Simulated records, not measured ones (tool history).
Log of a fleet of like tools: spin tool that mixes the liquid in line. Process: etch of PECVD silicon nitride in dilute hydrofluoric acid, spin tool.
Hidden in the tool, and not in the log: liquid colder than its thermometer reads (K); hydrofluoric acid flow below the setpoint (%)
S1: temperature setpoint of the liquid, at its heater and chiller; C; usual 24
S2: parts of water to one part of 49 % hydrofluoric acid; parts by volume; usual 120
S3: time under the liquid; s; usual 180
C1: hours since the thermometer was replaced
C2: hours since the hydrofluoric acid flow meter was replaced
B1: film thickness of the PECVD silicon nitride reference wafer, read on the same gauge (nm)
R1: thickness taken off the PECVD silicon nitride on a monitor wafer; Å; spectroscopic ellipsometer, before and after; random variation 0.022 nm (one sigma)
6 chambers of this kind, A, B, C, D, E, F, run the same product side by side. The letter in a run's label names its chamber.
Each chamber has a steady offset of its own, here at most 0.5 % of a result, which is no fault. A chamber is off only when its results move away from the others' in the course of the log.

run,hour,S1,S2,S3,C1,C2,B1,R1
1E,3.4,24,120,180,1765.8,756.9,130.00,29.830
2B,7.3,24,120,180,418.2,366.1,129.99,29.662
3D,12.2,24,120,180,908.0,1545.7,130.04,29.869
4A,15.6,24,120,180,1826.3,41.9,130.03,29.369
5F,17.9,24,120,180,550.0,456.5,130.03,29.595
6C,20.4,24,120,180,1355.5,782.6,129.98,29.846
7E,24.4,24,120,180,1786.8,777.9,129.94,29.803
8F,28.3,24,120,225,560.4,466.9,130.04,37.133
9D,31.0,24,120,225,926.8,1564.5,130.00,37.305
10B,35.2,24,120,225,446.1,394.0,130.04,36.866
11C,38.8,24,120,225,1373.9,801.0,129.94,37.407
# hour 41.4: chamber E: thermometer replaced
12A,41.7,24,120,225,1852.4,68.0,130.04,36.852
13A,45.0,24,120,225,1855.7,71.3,129.97,37.338
14B,47.8,24,120,180,458.7,406.6,130.03,29.511
15E,52.8,24,120,180,11.5,806.3,130.03,29.633
16F,56.5,24,120,180,588.6,495.1,130.00,29.911
17D,61.4,24,120,95,957.2,1594.9,129.99,15.578
18C,65.9,24,120,95,1401.0,828.1,130.03,15.732
19A,68.5,24,120,95,1879.2,94.8,130.05,15.847
20E,71.8,24,120,95,30.5,825.3,130.01,15.562
21D,75.0,24,120,95,970.8,1608.5,129.95,15.228
22C,77.3,24,120,95,1412.4,839.5,130.07,15.648
23B,81.1,24,120,180,492.0,439.9,129.96,29.755
24F,83.7,24,85,85,615.8,522.3,130.00,19.769
25E,88.3,24,85,85,47.0,841.8,130.02,19.544
26D,90.6,24,85,85,986.4,1624.1,130.02,19.159
27B,94.8,24,85,85,505.7,453.6,130.01,19.830
28A,97.5,24,85,85,1908.2,123.8,129.99,19.547
29C,100.7,24,85,85,1435.8,862.9,129.99,19.397
30F,105.6,24,120,180,637.7,544.2,129.99,29.889
31B,108.1,24,120,180,519.0,466.9,130.02,29.771
32F,111.5,24,120,180,643.6,550.1,130.03,29.969
33C,115.5,24,120,180,1450.6,877.7,129.96,29.747
34E,119.7,24,120,245,78.4,873.2,129.99,40.416
35A,122.9,24,120,245,1933.6,149.2,129.97,40.292
36D,127.0,24,120,245,1022.8,1660.5,130.00,38.646
37A,131.3,24,120,245,1942.0,157.6,130.02,40.540
38D,133.7,24,120,245,1029.5,1667.2,130.02,38.489
39F,137.7,24,120,245,669.8,576.3,130.00,40.189
40C,142.4,24,120,180,1477.5,904.6,130.03,29.701
41E,144.6,24,85,110,103.3,898.1,130.02,25.701
42B,147.7,24,85,110,558.6,506.5,129.99,25.548

Is one chamber off against the others, does the gauge drift, or is nothing wrong? If a chamber is off, say which, and what the likeliest cause is.

Chamber D drifts away from the others.
Cause: hydrofluoric acid flow below the setpoint (%) = 5.52.
The log may not tell that from: liquid colder than its thermometer reads (K).

Here are 4 candidates for chamber D's next run, each the usual settings with a change, their results left as question marks. Which one brings its results back in line with what the others give on the usual settings?
In line means no further than this from the other chambers' mean on the usual settings: R1 0.770 Å
43D-1,151.3,24.5,120,195,,,,?
43D-2,151.3,24.0,120,170,,,,?
43D-3,151.3,24.0,120,190,,,,?
43D-4,151.3,22.5,120,180,,,,?

The other chambers' mean on the usual settings: R1 29.671 Å
run,R1
43D-1,31.393
43D-2,26.493
43D-3,29.610
43D-4,25.424
43D-3 brings the chamber back in line.
